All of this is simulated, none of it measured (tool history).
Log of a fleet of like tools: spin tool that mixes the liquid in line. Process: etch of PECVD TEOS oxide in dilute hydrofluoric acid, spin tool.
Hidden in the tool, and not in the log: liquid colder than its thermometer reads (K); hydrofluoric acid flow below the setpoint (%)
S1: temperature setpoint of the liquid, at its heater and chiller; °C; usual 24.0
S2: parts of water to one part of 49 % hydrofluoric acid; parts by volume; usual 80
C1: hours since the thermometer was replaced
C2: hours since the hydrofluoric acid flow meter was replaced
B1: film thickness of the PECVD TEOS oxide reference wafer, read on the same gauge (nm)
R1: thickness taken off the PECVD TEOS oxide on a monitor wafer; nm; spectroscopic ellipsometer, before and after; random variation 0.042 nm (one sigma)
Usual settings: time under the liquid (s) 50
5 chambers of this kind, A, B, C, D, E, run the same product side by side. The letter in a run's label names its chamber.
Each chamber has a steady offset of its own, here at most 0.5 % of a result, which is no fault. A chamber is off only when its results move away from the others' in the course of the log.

run 1D hour=5.4 | S1=24.0 S2=80 time_under_the_liquid_(s)=50 | C1=2503.1 C2=262.8 | B1=100.040 | R1=6.6222
run 2C hour=10.5 | S1=24.0 S2=80 time_under_the_liquid_(s)=50 | C1=279.7 C2=132.1 | B1=100.020 | R1=6.6096
run 3A hour=13.9 | S1=24.0 S2=80 time_under_the_liquid_(s)=50 | C1=1375.9 C2=1012.9 | B1=99.991 | R1=6.5622
run 4B hour=18.1 | S1=24.0 S2=80 time_under_the_liquid_(s)=50 | C1=1418.7 C2=1484.8 | B1=100.000 | R1=6.5843
run 5E hour=21.5 | S1=24.0 S2=80 time_under_the_liquid_(s)=50 | C1=604.9 C2=101.2 | B1=100.020 | R1=6.5561
run 6D hour=25.1 | S1=19.5 S2=80 time_under_the_liquid_(s)=50 | C1=2522.8 C2=282.5 | B1=100.010 | R1=5.4887
run 7A hour=29.8 | S1=19.5 S2=80 time_under_the_liquid_(s)=50 | C1=1391.8 C2=1028.8 | B1=99.986 | R1=5.4092
run 8C hour=33.3 | S1=19.5 S2=80 time_under_the_liquid_(s)=50 | C1=302.5 C2=154.9 | B1=99.984 | R1=5.4672
run 9E hour=37.3 | S1=19.5 S2=80 time_under_the_liquid_(s)=50 | C1=620.7 C2=117.0 | B1=100.040 | R1=5.4359
run 10B hour=39.9 | S1=19.5 S2=80 time_under_the_liquid_(s)=50 | C1=1440.5 C2=1506.6 | B1=100.000 | R1=5.4724
run 11C hour=44.2 | S1=24.0 S2=80 time_under_the_liquid_(s)=50 | C1=313.4 C2=165.8 | B1=99.982 | R1=6.5954
run 12A hour=47.5 | S1=24.0 S2=80 time_under_the_liquid_(s)=50 | C1=1409.5 C2=1046.5 | B1=100.020 | R1=6.4456
run 13D hour=49.9 | S1=24.0 S2=80 time_under_the_liquid_(s)=50 | C1=2547.6 C2=307.3 | B1=100.000 | R1=6.6085
run 14B hour=53.8 | S1=24.0 S2=80 time_under_the_liquid_(s)=50 | C1=1454.4 C2=1520.5 | B1=99.993 | R1=6.6361
run 15E hour=58.4 | S1=24.0 S2=80 time_under_the_liquid_(s)=25 | C1=641.8 C2=138.1 | B1=99.998 | R1=3.2531
run 16E hour=62.2 | S1=24.0 S2=80 time_under_the_liquid_(s)=25 | C1=645.6 C2=141.9 | B1=100.010 | R1=3.2755
run 17B hour=65.1 | S1=24.0 S2=80 time_under_the_liquid_(s)=25 | C1=1465.7 C2=1531.8 | B1=100.050 | R1=3.3273
run 18A hour=68.8 | S1=24.0 S2=80 time_under_the_liquid_(s)=25 | C1=1430.8 C2=1067.8 | B1=100.030 | R1=3.1473
-- hour=72.9 chamber E: thermometer replaced
run 19D hour=73.9 | S1=24.0 S2=80 time_under_the_liquid_(s)=25 | C1=2571.6 C2=331.3 | B1=99.987 | R1=3.2838
run 20C hour=76.3 | S1=24.0 S2=80 time_under_the_liquid_(s)=50 | C1=345.5 C2=197.9 | B1=100.010 | R1=6.5574
run 21E hour=80.4 | S1=24.0 S2=80 time_under_the_liquid_(s)=50 | C1=7.5 C2=160.1 | B1=99.943 | R1=6.6242
run 22C hour=84.7 | S1=24.0 S2=80 time_under_the_liquid_(s)=50 | C1=353.9 C2=206.3 | B1=100.020 | R1=6.7168
run 23A hour=87.3 | S1=24.0 S2=80 time_under_the_liquid_(s)=50 | C1=1449.3 C2=1086.3 | B1=99.980 | R1=6.2149
run 24D hour=90.4 | S1=24.0 S2=80 time_under_the_liquid_(s)=50 | C1=2588.1 C2=347.8 | B1=100.030 | R1=6.6231
run 25B hour=93.8 | S1=24.0 S2=80 time_under_the_liquid_(s)=50 | C1=1494.4 C2=1560.5 | B1=100.040 | R1=6.6320
run 26A hour=96.5 | S1=24.0 S2=80 time_under_the_liquid_(s)=50 | C1=1458.5 C2=1095.5 | B1=99.990 | R1=6.1244
run 27D hour=99.2 | S1=24.0 S2=80 time_under_the_liquid_(s)=50 | C1=2596.9 C2=356.6 | B1=100.010 | R1=6.6182
run 28E hour=101.5 | S1=24.0 S2=80 time_under_the_liquid_(s)=50 | C1=28.6 C2=181.2 | B1=100.020 | R1=6.6251
run 29B hour=105.5 | S1=24.0 S2=80 time_under_the_liquid_(s)=50 | C1=1506.1 C2=1572.2 | B1=100.010 | R1=6.6012
run 30C hour=108.0 | S1=26.5 S2=105 time_under_the_liquid_(s)=50 | C1=377.2 C2=229.6 | B1=100.030 | R1=5.3519
run 31C hour=112.1 | S1=26.5 S2=105 time_under_the_liquid_(s)=50 | C1=381.3 C2=233.7 | B1=100.010 | R1=5.3475
run 32E hour=115.7 | S1=26.5 S2=105 time_under_the_liquid_(s)=50 | C1=42.8 C2=195.4 | B1=100.000 | R1=5.3930

Is one chamber off against the others, does the gauge drift, or is nothing wrong? If a chamber is off, say which, and what the likeliest cause is.

Chamber A drifts away from the others.
Cause: liquid colder than its thermometer reads (K) = 2.27.
The log may not tell that from: hydrofluoric acid flow below the setpoint (%).

Here are 4 candidates for chamber A's next run, each the usual settings with a change, their results left as question marks. Which one brings its results back in line with what the others give on the usual settings?
In line means no further than this from the other chambers' mean on the usual settings: R1 0.1500 nm
run 33A-1 hour=119.6 | S1=24.0 S2=80 time_under_the_liquid_(s)=45 | R1=?
run 33A-2 hour=119.6 | S1=26.5 S2=80 time_under_the_liquid_(s)=50 | R1=?
run 33A-3 hour=119.6 | S1=23.5 S2=85 time_under_the_liquid_(s)=45 | R1=?
run 33A-4 hour=119.6 | S1=24.5 S2=80 time_under_the_liquid_(s)=60 | R1=?

The other chambers' mean on the usual settings: R1 6.6053 nm
run=33A-1 R1=5.4017
run=33A-2 R1=6.6398
run=33A-3 R1=4.9495
run=33A-4 R1=7.3512
33A-2 brings the chamber back in line.
